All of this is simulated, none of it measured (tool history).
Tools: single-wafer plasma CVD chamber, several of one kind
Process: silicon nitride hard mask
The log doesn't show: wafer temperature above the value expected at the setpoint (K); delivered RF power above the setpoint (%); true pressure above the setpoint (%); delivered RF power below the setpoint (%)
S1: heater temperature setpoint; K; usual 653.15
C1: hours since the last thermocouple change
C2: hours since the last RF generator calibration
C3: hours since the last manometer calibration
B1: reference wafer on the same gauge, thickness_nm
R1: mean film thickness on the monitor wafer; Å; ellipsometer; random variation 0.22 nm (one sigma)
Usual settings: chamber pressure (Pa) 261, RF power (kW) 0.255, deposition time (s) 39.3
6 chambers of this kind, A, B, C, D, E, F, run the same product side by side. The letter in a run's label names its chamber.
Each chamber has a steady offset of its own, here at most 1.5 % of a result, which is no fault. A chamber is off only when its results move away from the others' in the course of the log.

run 1C hour=7.4 | S1=653.15 chamber_pressure_(Pa)=261 RF_power_(kW)=0.255 deposition_time_(s)=39.3 | C1=1836.9 C2=60.5 C3=784.7 | B1=35.596 | R1=431.30
-- hour=11.9 chamber B: RF generator calibrated
run 2B hour=13.0 | S1=653.15 chamber_pressure_(Pa)=261 RF_power_(kW)=0.255 deposition_time_(s)=39.3 | C1=262.9 C2=1.2 C3=1315.1 | B1=35.630 | R1=432.32
run 3D hour=20.2 | S1=653.15 chamber_pressure_(Pa)=261 RF_power_(kW)=0.255 deposition_time_(s)=39.3 | C1=1566.1 C2=351.4 C3=198.5 | B1=35.610 | R1=442.82
run 4A hour=26.1 | S1=653.15 chamber_pressure_(Pa)=261 RF_power_(kW)=0.255 deposition_time_(s)=39.3 | C1=246.6 C2=350.9 C3=1903.8 | B1=35.644 | R1=431.60
run 5E hour=31.8 | S1=653.15 chamber_pressure_(Pa)=261 RF_power_(kW)=0.255 deposition_time_(s)=39.3 | C1=1072.5 C2=1291.8 C3=1659.9 | B1=35.631 | R1=429.90
run 6F hour=35.8 | S1=653.15 chamber_pressure_(Pa)=261 RF_power_(kW)=0.255 deposition_time_(s)=39.3 | C1=1503.3 C2=861.6 C3=358.4 | B1=35.610 | R1=433.69
run 7D hour=41.7 | S1=653.15 chamber_pressure_(Pa)=261 RF_power_(kW)=0.255 deposition_time_(s)=39.3 | C1=1587.6 C2=372.9 C3=220.0 | B1=35.600 | R1=439.16
run 8E hour=47.1 | S1=653.15 chamber_pressure_(Pa)=261 RF_power_(kW)=0.255 deposition_time_(s)=39.3 | C1=1087.8 C2=1307.1 C3=1675.2 | B1=35.580 | R1=432.47
run 9B hour=52.6 | S1=653.15 chamber_pressure_(Pa)=261 RF_power_(kW)=0.255 deposition_time_(s)=39.3 | C1=302.5 C2=40.8 C3=1354.7 | B1=35.615 | R1=431.71
run 10A hour=60.9 | S1=653.15 chamber_pressure_(Pa)=261 RF_power_(kW)=0.255 deposition_time_(s)=39.3 | C1=281.4 C2=385.7 C3=1938.6 | B1=35.621 | R1=431.27
run 11C hour=65.9 | S1=653.15 chamber_pressure_(Pa)=261 RF_power_(kW)=0.255 deposition_time_(s)=39.3 | C1=1895.4 C2=119.0 C3=843.2 | B1=35.575 | R1=429.67
run 12F hour=71.3 | S1=653.15 chamber_pressure_(Pa)=261 RF_power_(kW)=0.255 deposition_time_(s)=39.3 | C1=1538.8 C2=897.1 C3=393.9 | B1=35.578 | R1=429.27
run 13E hour=79.1 | S1=663.15 chamber_pressure_(Pa)=261 RF_power_(kW)=0.255 deposition_time_(s)=39.3 | C1=1119.8 C2=1339.1 C3=1707.2 | B1=35.591 | R1=425.03
run 14A hour=86.8 | S1=663.15 chamber_pressure_(Pa)=261 RF_power_(kW)=0.255 deposition_time_(s)=39.3 | C1=307.3 C2=411.6 C3=1964.5 | B1=35.606 | R1=427.40
run 15F hour=91.4 | S1=663.15 chamber_pressure_(Pa)=261 RF_power_(kW)=0.255 deposition_time_(s)=39.3 | C1=1558.9 C2=917.2 C3=414.0 | B1=35.570 | R1=433.95
-- hour=92.6 chamber D: thermocouple changed; heater temperature recalibrated
run 16B hour=95.3 | S1=663.15 chamber_pressure_(Pa)=261 RF_power_(kW)=0.255 deposition_time_(s)=39.3 | C1=345.2 C2=83.5 C3=1397.4 | B1=35.569 | R1=432.02
run 17C hour=101.5 | S1=663.15 chamber_pressure_(Pa)=261 RF_power_(kW)=0.255 deposition_time_(s)=39.3 | C1=1931.0 C2=154.6 C3=878.8 | B1=35.661 | R1=424.12
run 18D hour=105.7 | S1=663.15 chamber_pressure_(Pa)=261 RF_power_(kW)=0.255 deposition_time_(s)=39.3 | C1=13.2 C2=436.9 C3=284.0 | B1=35.576 | R1=437.23
-- hour=107.1 chamber C: thermocouple changed; heater temperature recalibrated
run 19E hour=114.0 | S1=653.15 chamber_pressure_(Pa)=261 RF_power_(kW)=0.255 deposition_time_(s)=39.3 | C1=1154.7 C2=1374.0 C3=1742.1 | B1=35.610 | R1=426.91
run 20A hour=122.5 | S1=653.15 chamber_pressure_(Pa)=261 RF_power_(kW)=0.255 deposition_time_(s)=39.3 | C1=343.0 C2=447.3 C3=2000.2 | B1=35.601 | R1=429.88
run 21D hour=131.1 | S1=653.15 chamber_pressure_(Pa)=261 RF_power_(kW)=0.255 deposition_time_(s)=32.3 | C1=38.6 C2=462.3 C3=309.4 | B1=35.625 | R1=356.63
run 22C hour=136.0 | S1=653.15 chamber_pressure_(Pa)=261 RF_power_(kW)=0.255 deposition_time_(s)=32.3 | C1=28.9 C2=189.1 C3=913.3 | B1=35.613 | R1=350.39
run 23B hour=141.7 | S1=653.15 chamber_pressure_(Pa)=261 RF_power_(kW)=0.255 deposition_time_(s)=32.3 | C1=391.6 C2=129.9 C3=1443.8 | B1=35.598 | R1=353.02
run 24F hour=147.5 | S1=653.15 chamber_pressure_(Pa)=261 RF_power_(kW)=0.255 deposition_time_(s)=32.3 | C1=1615.0 C2=973.3 C3=470.1 | B1=35.654 | R1=351.49
run 25E hour=152.2 | S1=653.15 chamber_pressure_(Pa)=261 RF_power_(kW)=0.255 deposition_time_(s)=32.3 | C1=1192.9 C2=1412.2 C3=1780.3 | B1=35.611 | R1=354.98
run 26D hour=158.0 | S1=653.15 chamber_pressure_(Pa)=261 RF_power_(kW)=0.255 deposition_time_(s)=32.3 | C1=65.5 C2=489.2 C3=336.3 | B1=35.620 | R1=351.13
run 27A hour=165.9 | S1=644.15 chamber_pressure_(Pa)=261 RF_power_(kW)=0.255 deposition_time_(s)=39.3 | C1=386.4 C2=490.7 C3=2043.6 | B1=35.572 | R1=430.95
run 28C hour=174.7 | S1=644.15 chamber_pressure_(Pa)=261 RF_power_(kW)=0.255 deposition_time_(s)=39.3 | C1=67.6 C2=227.8 C3=952.0 | B1=35.550 | R1=429.89
run 29B hour=181.7 | S1=644.15 chamber_pressure_(Pa)=261 RF_power_(kW)=0.255 deposition_time_(s)=39.3 | C1=431.6 C2=169.9 C3=1483.8 | B1=35.576 | R1=435.27
run 30F hour=190.1 | S1=644.15 chamber_pressure_(Pa)=261 RF_power_(kW)=0.255 deposition_time_(s)=39.3 | C1=1657.6 C2=1015.9 C3=512.7 | B1=35.631 | R1=435.46
run 31E hour=197.4 | S1=644.15 chamber_pressure_(Pa)=261 RF_power_(kW)=0.255 deposition_time_(s)=39.3 | C1=1238.1 C2=1457.4 C3=1825.5 | B1=35.590 | R1=431.04
run 32F hour=202.0 | S1=644.15 chamber_pressure_(Pa)=261 RF_power_(kW)=0.255 deposition_time_(s)=39.3 | C1=1669.5 C2=1027.8 C3=524.6 | B1=35.567 | R1=434.72
run 33D hour=210.4 | S1=653.15 chamber_pressure_(Pa)=261 RF_power_(kW)=0.255 deposition_time_(s)=39.3 | C1=117.9 C2=541.6 C3=388.7 | B1=35.593 | R1=418.15
run 34C hour=215.9 | S1=653.15 chamber_pressure_(Pa)=261 RF_power_(kW)=0.255 deposition_time_(s)=39.3 | C1=108.8 C2=269.0 C3=993.2 | B1=35.585 | R1=430.15
run 35B hour=221.7 | S1=653.15 chamber_pressure_(Pa)=261 RF_power_(kW)=0.255 deposition_time_(s)=39.3 | C1=471.6 C2=209.9 C3=1523.8 | B1=35.596 | R1=428.33
run 36A hour=230.0 | S1=653.15 chamber_pressure_(Pa)=261 RF_power_(kW)=0.255 deposition_time_(s)=32.8 | C1=450.5 C2=554.8 C3=2107.7 | B1=35.582 | R1=361.51
run 37A hour=238.6 | S1=653.15 chamber_pressure_(Pa)=261 RF_power_(kW)=0.255 deposition_time_(s)=32.8 | C1=459.1 C2=563.4 C3=2116.3 | B1=35.577 | R1=357.11

Is one chamber off against the others, does the gauge drift, or is nothing wrong? If a chamber is off, say which, and what the likeliest cause is.

Chamber D drifts away from the others.
Cause: delivered RF power below the setpoint (%) = 8.21.

Here are 4 candidates for chamber D's next run, each the usual settings with a change, their results left as question marks. Which one brings its results back in line with what the others give on the usual settings?
In line means no further than this from the other chambers' mean on the usual settings: R1 7.70 Å
run 38D-1 hour=245.1 | S1=653.15 chamber_pressure_(Pa)=261 RF_power_(kW)=0.255 deposition_time_(s)=39.5 | R1=?
run 38D-2 hour=245.1 | S1=653.15 chamber_pressure_(Pa)=223 RF_power_(kW)=0.255 deposition_time_(s)=39.3 | R1=?
run 38D-3 hour=245.1 | S1=670.15 chamber_pressure_(Pa)=261 RF_power_(kW)=0.255 deposition_time_(s)=39.3 | R1=?
run 38D-4 hour=245.1 | S1=653.15 chamber_pressure_(Pa)=264 RF_power_(kW)=0.260 deposition_time_(s)=40.3 | R1=?

The other chambers' mean on the usual settings: R1 431.09 Å
run=38D-1 R1=415.05
run=38D-2 R1=395.00
run=38D-3 R1=409.98
run=38D-4 R1=430.19
38D-4 brings the chamber back in line.
